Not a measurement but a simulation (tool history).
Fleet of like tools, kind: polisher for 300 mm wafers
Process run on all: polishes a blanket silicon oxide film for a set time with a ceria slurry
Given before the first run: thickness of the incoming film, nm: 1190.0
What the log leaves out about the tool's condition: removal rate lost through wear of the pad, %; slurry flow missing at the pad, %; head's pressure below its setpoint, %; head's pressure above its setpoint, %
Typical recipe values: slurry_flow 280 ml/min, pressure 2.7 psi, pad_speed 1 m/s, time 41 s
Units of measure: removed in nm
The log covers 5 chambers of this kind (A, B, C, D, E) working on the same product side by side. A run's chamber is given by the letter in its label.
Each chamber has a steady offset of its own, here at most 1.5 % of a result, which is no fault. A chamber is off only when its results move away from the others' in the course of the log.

run   hour  slurry_flow  pressure  pad_speed  time  wafers polished on this pad  hours since the slurry nozzle was cleaned  hours since the head pressure was calibrated  removed
 1D    4.1          280       2.7          1    41                          713                                      160.1                                         246.3    126.3
 2A    8.3          280       2.7          1    41                          563                                      141.9                                         276.7   129.45
 3E   10.8          280       2.7          1    41                          138                                      143.3                                         113.2    125.6
 4C   13.7          280       2.7          1    41                          526                                      794.9                                         928.8   129.73
 5B   18.5          280       2.7          1    41                          442                                      124.7                                         540.4   128.15
 6E   23.9          280       2.7          1    41                          224                                      156.4                                         126.3   126.63
 7A   28.6          205       2.7       0.72    41                          696                                      162.2                                           297   90.297
 8B   32.1          205       2.7       0.72    41                          531                                      138.3                                           554   88.026
 9C   35.4          205       2.7       0.72    41                          668                                      816.6                                         950.5    89.38
10D   39.5          205       2.7       0.72    41                          944                                      195.5                                         281.7   88.654
11C   44.6          205       2.7       0.72    41                          728                                      825.8                                         959.7   88.633
        46  -- chamber C: slurry nozzle cleaned
12E   49.4          280       2.7          1    41                          390                                      181.9                                         151.8    125.5
13A     54          280       2.7          1    41                          862                                      187.6                                         322.4    127.4
14B   57.6          280       2.7          1    41                          698                                      163.8                                         579.5   131.43
      60.7  -- chamber E: worn pad replaced by a new one
        61  -- chamber B: worn pad replaced by a new one
15D   62.6          280       2.7          1    41                         1095                                      218.6                                         304.8   128.02
16B   66.1          235       2.7       1.18    41                           33                                      172.3                                           588   151.08
        68  -- chamber D: worn pad replaced by a new one
17A   69.1          235       2.7       1.18    41                          960                                      202.7                                         337.5   150.78
18D     73          235       2.7       1.18    41                           33                                        229                                         315.2   149.89
      74.1  -- chamber D: slurry nozzle cleaned
19E   77.8          235       2.7       1.18    41                          111                                      210.3                                         180.2   148.05
        78  -- chamber A: worn pad replaced by a new one
20C     81          235       2.7       1.18    41                          966                                         35                                         996.1   152.21
21B     84          280       2.7          1    41                          150                                      190.2                                         605.9   129.12
      85.3  -- chamber A: head pressure recalibrated
      87.6  -- chamber C: worn pad replaced by a new one
22D   89.3          280       2.7          1    41                          139                                       15.2                                         331.5   130.23
23A   94.6          280       2.7          1    41                          108                                      228.2                                           9.4   112.12
24C   98.7          280       2.7          1    41                           72                                       52.7                                        1013.8   133.69
25E  101.2          280       2.7          1    41                          264                                      233.7                                         203.6    126.3
26A  105.9          280       2.7        1.2    48                          182                                      239.5                                          20.7   155.97
27D  109.5          280       2.7        1.2    48                          271                                       35.4                                         351.7   179.17
28C    113          280       2.7        1.2    48                          166                                         67                                        1028.1   183.94
29B  116.6          280       2.7        1.2    48                          363                                      222.8                                         638.5   185.22
30E  119.9          280       2.7        1.2    48                          386                                      252.4                                         222.3   176.43
31A  123.1          280       2.7          1    41                          294                                      256.7                                          37.9   114.92
32C  128.5          280       2.7          1    41                          267                                       82.5                                        1043.6   129.58
33B  131.5          280       2.7          1    41                          460                                      237.7                                         653.4   131.42
34E  134.9          280       2.7          1    41                          484                                      267.4                                         237.3   125.72
35D  140.2          280       2.7          1    41                          471                                       66.1                                         382.4   128.88

One chamber off, gauge drift, or nothing amiss beyond the chambers' own small offsets? If it is a chamber, which one, and what is the likeliest cause?

The work done on chamber A during a service left it standing apart from the others.
Most likely cause: head's pressure below its setpoint, % = 11.7.

Below are 4 candidate recipes for chamber A's next run, each the usual settings with a change, their results shown as question marks. Which of them brings A's results back in line with what the other chambers give on the usual settings?
Counts as in line when no further than this from what the other chambers average on the usual settings: removed 5 nm
36A-1  144.3          280       2.7       1.06    44                                                                                                                              ?
36A-2  144.3          280       2.7       0.94    38                                                                                                                              ?
36A-3  144.3          275       2.5        0.9    38                                                                                                                              ?
36A-4  144.3          280       2.7          1    53                                                                                                                              ?

Usual-settings mean across the other chambers: removed 128.78 nm
  run  removed
36A-1   127.88
36A-2   98.086
36A-3   86.854
36A-4   145.42
36A-1 brings the chamber back in line.
